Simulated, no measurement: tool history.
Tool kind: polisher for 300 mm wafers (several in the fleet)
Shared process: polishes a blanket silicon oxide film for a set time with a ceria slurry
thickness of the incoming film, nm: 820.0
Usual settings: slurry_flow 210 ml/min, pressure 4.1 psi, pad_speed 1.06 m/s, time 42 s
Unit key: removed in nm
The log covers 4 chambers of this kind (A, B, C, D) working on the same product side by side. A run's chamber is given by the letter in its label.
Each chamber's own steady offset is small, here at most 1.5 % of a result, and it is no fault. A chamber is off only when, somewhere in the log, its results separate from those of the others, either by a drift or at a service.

run	hour	slurry_flow	pressure	pad_speed	time	removed
# hour 0.7: chamber C: worn pad replaced by a new one
1A	4.1	210	4.1	1.06	42	286.71
2D	10.7	210	4.1	1.06	42	286.62
# hour 11: chamber D: worn pad replaced by a new one
3B	17.4	210	4.1	1.06	42	285.92
4C	23.4	210	4.1	1.06	42	281.06
# hour 24.6: chamber B: worn pad replaced by a new one
# hour 25.3: chamber B: head pressure recalibrated
5D	28.3	210	4.1	1.06	42	283.21
6A	31.2	210	4.1	1.06	42	285.93
7B	34.8	210	4.1	1.06	42	287.26
8C	38.8	180	4.1	1.06	54	353.29
9A	44.1	180	4.1	1.06	54	353.41
10C	49	180	4.1	1.06	54	355.55
11D	53	180	4.1	1.06	54	354
12B	57.5	210	4.1	1.06	42	291.07
13A	62.2	210	4.1	1.06	42	277.2
14D	68.1	210	4.1	1.06	42	286.88
# hour 70.1: chamber C: worn pad replaced by a new one
15B	73.1	210	4.1	1.06	42	289.3
16C	76.2	250	4.1	1.4	42	385.43
17C	80.6	250	4.1	1.4	42	375.48
18D	86.3	250	4.1	1.4	42	379.15
# hour 90.7: chamber D: worn pad replaced by a new one
19A	91.5	250	4.1	1.4	42	359.7
20B	97.2	210	4.1	1.06	42	281.99
# hour 102: chamber B: worn pad replaced by a new one
21C	102.3	210	4.1	1.06	42	284.49
# hour 104.1: chamber C: slurry nozzle cleaned
22B	108.9	210	4.1	1.06	42	287.72
23D	112.5	210	4.1	1.06	42	281.8
# hour 115.1: chamber D: slurry nozzle cleaned
24A	115.5	210	4.1	1.06	42	261.9
25A	120.9	210	4.1	1.06	42	263.43
26D	126.1	210	4.1	1.06	42	285.39
27C	132.7	210	4.1	1.06	42	284.5
28B	136.3	210	4.1	1.06	42	284.62
29A	140.4	210	4.1	1.06	42	255.32

Which is it: a chamber that has drifted or been left off by a service, a gauge drift common to all chambers, or only each chamber's usual small offset? If a chamber is off, name it and its likeliest cause.

One chamber, A, drifts off from the rest bit by bit.
Cause: removal rate lost through wear of the pad, % = 10.3.
The log might look much the same if the cause were instead: head's pressure below its setpoint, %.

Below are 4 candidate recipes for chamber A's next run, each the usual settings with a change, their results shown as question marks. Which of them brings A's results back in line with what the other chambers give on the usual settings?
Allowed miss from the other chambers' usual-settings mean, per result, to count as in line: removed 7.5 nm
30A-1	145.2	215	4.1	1.16	42	?
30A-2	145.2	210	4.1	0.96	38	?
30A-3	145.2	210	3.7	1.06	42	?
30A-4	145.2	210	4.5	1.18	42	?

Other chambers, usual settings, mean: removed 283.87 nm
run	removed
30A-1	279.72
30A-2	209.1
30A-3	229.75
30A-4	311.77
The answer is 30A-1, which returns the chamber to within the allowed miss of the others.

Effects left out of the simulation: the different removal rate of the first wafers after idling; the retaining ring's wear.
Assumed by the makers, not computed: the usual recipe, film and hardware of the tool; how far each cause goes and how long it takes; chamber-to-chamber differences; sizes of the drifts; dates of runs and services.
